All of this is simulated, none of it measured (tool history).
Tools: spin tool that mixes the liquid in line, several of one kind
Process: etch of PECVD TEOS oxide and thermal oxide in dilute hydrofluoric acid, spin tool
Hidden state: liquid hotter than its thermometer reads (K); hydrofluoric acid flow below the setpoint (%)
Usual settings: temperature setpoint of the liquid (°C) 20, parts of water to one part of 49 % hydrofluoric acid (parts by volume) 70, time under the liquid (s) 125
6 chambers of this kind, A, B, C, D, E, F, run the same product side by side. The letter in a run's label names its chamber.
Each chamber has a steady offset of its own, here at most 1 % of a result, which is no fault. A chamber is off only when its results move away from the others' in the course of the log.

run   hour  temperature setpoint of the liquid (°C)  parts of water to one part of 49 % hydrofluoric acid (parts by volume)  time under the liquid (s)  hours since the thermometer was replaced  hours since the hydrofluoric acid flow meter was replaced  read-back film thickness of the PECVD TEOS oxide reference wafer, read on the same gauge (nm)  read-back film thickness of the thermal oxide reference wafer, read on the same gauge (nm)  thickness taken off the PECVD TEOS oxide on a monitor wafer (angstrom)  thickness taken off the thermal oxide on a monitor wafer (angstrom)
 1B    8.6                                       20                                                                      70                        125                                      77.5                                                        637                                                                                         59.974                                                                                      99.964                                                                   229.8                                                               74.072
 2E   17.6                                       20                                                                      70                        125                                    1144.9                                                      484.3                                                                                         59.969                                                                                      99.996                                                                  231.32                                                               73.108
 3F     23                                       20                                                                      70                        125                                     313.9                                                       74.6                                                                                         59.983                                                                                      99.999                                                                  227.89                                                                73.48
 4C   30.8                                       20                                                                      70                        125                                    2331.8                                                      458.3                                                                                          59.99                                                                                      100.02                                                                  231.14                                                               73.331
 5A   36.3                                       20                                                                      70                        125                                     101.2                                                        684                                                                                         59.999                                                                                      99.993                                                                  229.04                                                               73.478
 6D   44.6                                       20                                                                      70                        125                                     665.9                                                      522.3                                                                                         59.987                                                                                      99.975                                                                  227.81                                                                72.97
        51  -- chamber D: hydrofluoric acid flow meter replaced
 7A   53.2                                       20                                                                      70                        125                                     118.1                                                      700.9                                                                                         59.988                                                                                      100.02                                                                  230.07                                                               73.346
 8C   58.9                                       20                                                                      70                        125                                    2359.9                                                      486.4                                                                                         59.985                                                                                      99.978                                                                  231.39                                                               73.745
 9D   64.8                                       20                                                                      70                        125                                     686.1                                                       13.9                                                                                         59.969                                                                                       99.99                                                                  226.91                                                               73.483
10B   74.5                                       20                                                                      70                        125                                     143.4                                                      702.9                                                                                         59.997                                                                                      100.02                                                                  229.62                                                                73.61
11F   85.3                                       20                                                                      70                        125                                     376.2                                                      136.9                                                                                         60.021                                                                                      99.973                                                                  228.32                                                               73.855
12E   90.6                                       20                                                                      70                        125                                    1217.9                                                      557.3                                                                                         60.015                                                                                      99.962                                                                  230.82                                                               73.225
13D   96.6                                       20                                                                      70                        125                                     717.9                                                       45.7                                                                                         59.996                                                                                      99.986                                                                  228.73                                                               73.038
14A  102.4                                       20                                                                      70                        125                                     167.3                                                      750.1                                                                                          60.02                                                                                       99.99                                                                  229.85                                                               73.462
15B  112.4                                       20                                                                      70                        125                                     181.3                                                      740.8                                                                                          59.96                                                                                      100.03                                                                  229.76                                                                74.28
16F  121.6                                       20                                                                      70                        125                                     412.5                                                      173.2                                                                                          59.97                                                                                      99.977                                                                   227.8                                                               74.747
17C  129.1                                       20                                                                      70                        125                                    2430.1                                                      556.6                                                                                         59.957                                                                                      100.01                                                                  230.22                                                               73.332
18E  135.6                                       20                                                                      70                        125                                    1262.9                                                      602.3                                                                                         60.011                                                                                      100.04                                                                  231.25                                                               73.745
19A  146.8                                       20                                                                      70                        125                                     211.7                                                      794.5                                                                                         60.007                                                                                      100.02                                                                   229.2                                                               72.979
20E  156.3                                       20                                                                      70                        125                                    1283.6                                                        623                                                                                         59.983                                                                                      100.04                                                                  231.72                                                               73.233
21B  167.7                                       20                                                                      70                        125                                     236.6                                                      796.1                                                                                         59.985                                                                                      100.03                                                                  229.89                                                               73.961
22D  179.1                                       20                                                                      60                        125                                     800.4                                                      128.2                                                                                         60.009                                                                                      100.01                                                                  267.34                                                                85.25
23C  184.7                                       20                                                                      60                        125                                    2485.7                                                      612.2                                                                                          60.02                                                                                      100.04                                                                  273.73                                                               86.377
24F  194.1                                       20                                                                      60                        125                                       485                                                      245.7                                                                                         59.988                                                                                      99.997                                                                  269.36                                                               87.221
25F  201.9                                       20                                                                      60                        125                                     492.8                                                      253.5                                                                                         60.039                                                                                      99.994                                                                  268.79                                                               87.743
26A  207.1                                       20                                                                      60                        125                                       272                                                      854.8                                                                                         60.005                                                                                      99.979                                                                  272.42                                                               87.676
27E  218.3                                       20                                                                      60                        125                                    1345.6                                                        685                                                                                         59.993                                                                                      100.01                                                                  272.46                                                               86.387
28D  225.5                                       20                                                                      70                        125                                     846.8                                                      174.6                                                                                         60.037                                                                                      99.979                                                                  228.48                                                               73.614
29B  231.5                                       20                                                                      70                        125                                     300.4                                                      859.9                                                                                         59.989                                                                                      100.01                                                                  229.27                                                               73.177
30C  242.6                                       20                                                                      70                        195                                    2543.6                                                      670.1                                                                                         60.008                                                                                      100.02                                                                  362.46                                                                114.5
31C  248.3                                       20                                                                      70                        195                                    2549.3                                                      675.8                                                                                         59.986                                                                                      100.01                                                                  361.84                                                                113.9
32B  255.1                                       20                                                                      70                        195                                       324                                                      883.5                                                                                         60.008                                                                                      100.02                                                                  357.73                                                               113.64
33F  263.1                                       20                                                                      70                        195                                       554                                                      314.7                                                                                         60.019                                                                                      100.03                                                                  356.18                                                               114.35
34E  272.7                                       20                                                                      70                        195                                      1400                                                      739.4                                                                                         60.045                                                                                      99.974                                                                  362.91                                                               114.76
35D  279.6                                       20                                                                      70                        195                                     900.9                                                      228.7                                                                                          60.03                                                                                      100.02                                                                   355.2                                                               114.74
36A    288                                       20                                                                      70                        125                                     352.9                                                      935.7                                                                                          59.99                                                                                      100.02                                                                   228.1                                                               72.266
37D  299.4                                     18.5                                                                      70                        125                                     920.7                                                      248.5                                                                                             60                                                                                      100.02                                                                  214.12                                                               69.137
38E  305.7                                     18.5                                                                      70                        125                                      1433                                                      772.4                                                                                         59.964                                                                                      100.04                                                                  216.15                                                                68.48
39F  311.3                                     18.5                                                                      70                        125                                     602.2                                                      362.9                                                                                         60.006                                                                                      99.999                                                                  214.74                                                               70.473
40B  321.6                                     18.5                                                                      70                        125                                     390.5                                                        950                                                                                         60.017                                                                                      99.994                                                                  215.72                                                                68.91
41C  327.7                                     18.5                                                                      70                        125                                    2628.7                                                      755.2                                                                                         60.019                                                                                      99.994                                                                  217.84                                                               68.885

Next, every chamber runs the same settings. What will each give?
42A   336                                       20                                                                      70                        125                                                                                                                                                                                                                                                                                                                                                                       ?                                                                    ?
42B   336                                       20                                                                      70                        125                                                                                                                                                                                                                                                                                                                                                                       ?                                                                    ?
42C   336                                       20                                                                      70                        125                                                                                                                                                                                                                                                                                                                                                                       ?                                                                    ?
42D   336                                       20                                                                      70                        125                                                                                                                                                                                                                                                                                                                                                                       ?                                                                    ?
42E   336                                       20                                                                      70                        125                                                                                                                                                                                                                                                                                                                                                                       ?                                                                    ?
42F   336                                       20                                                                      70                        125                                                                                                                                                                                                                                                                                                                                                                       ?                                                                    ?

run  thickness taken off the PECVD TEOS oxide on a monitor wafer (angstrom)  thickness taken off the thermal oxide on a monitor wafer (angstrom)
42A                                                                  229.71                                                                72.77
42B                                                                  230.97                                                               73.232
42C                                                                  232.65                                                                73.91
42D                                                                  228.72                                                               74.347
42E                                                                  231.87                                                               74.347
42F                                                                  228.08                                                                 73.9

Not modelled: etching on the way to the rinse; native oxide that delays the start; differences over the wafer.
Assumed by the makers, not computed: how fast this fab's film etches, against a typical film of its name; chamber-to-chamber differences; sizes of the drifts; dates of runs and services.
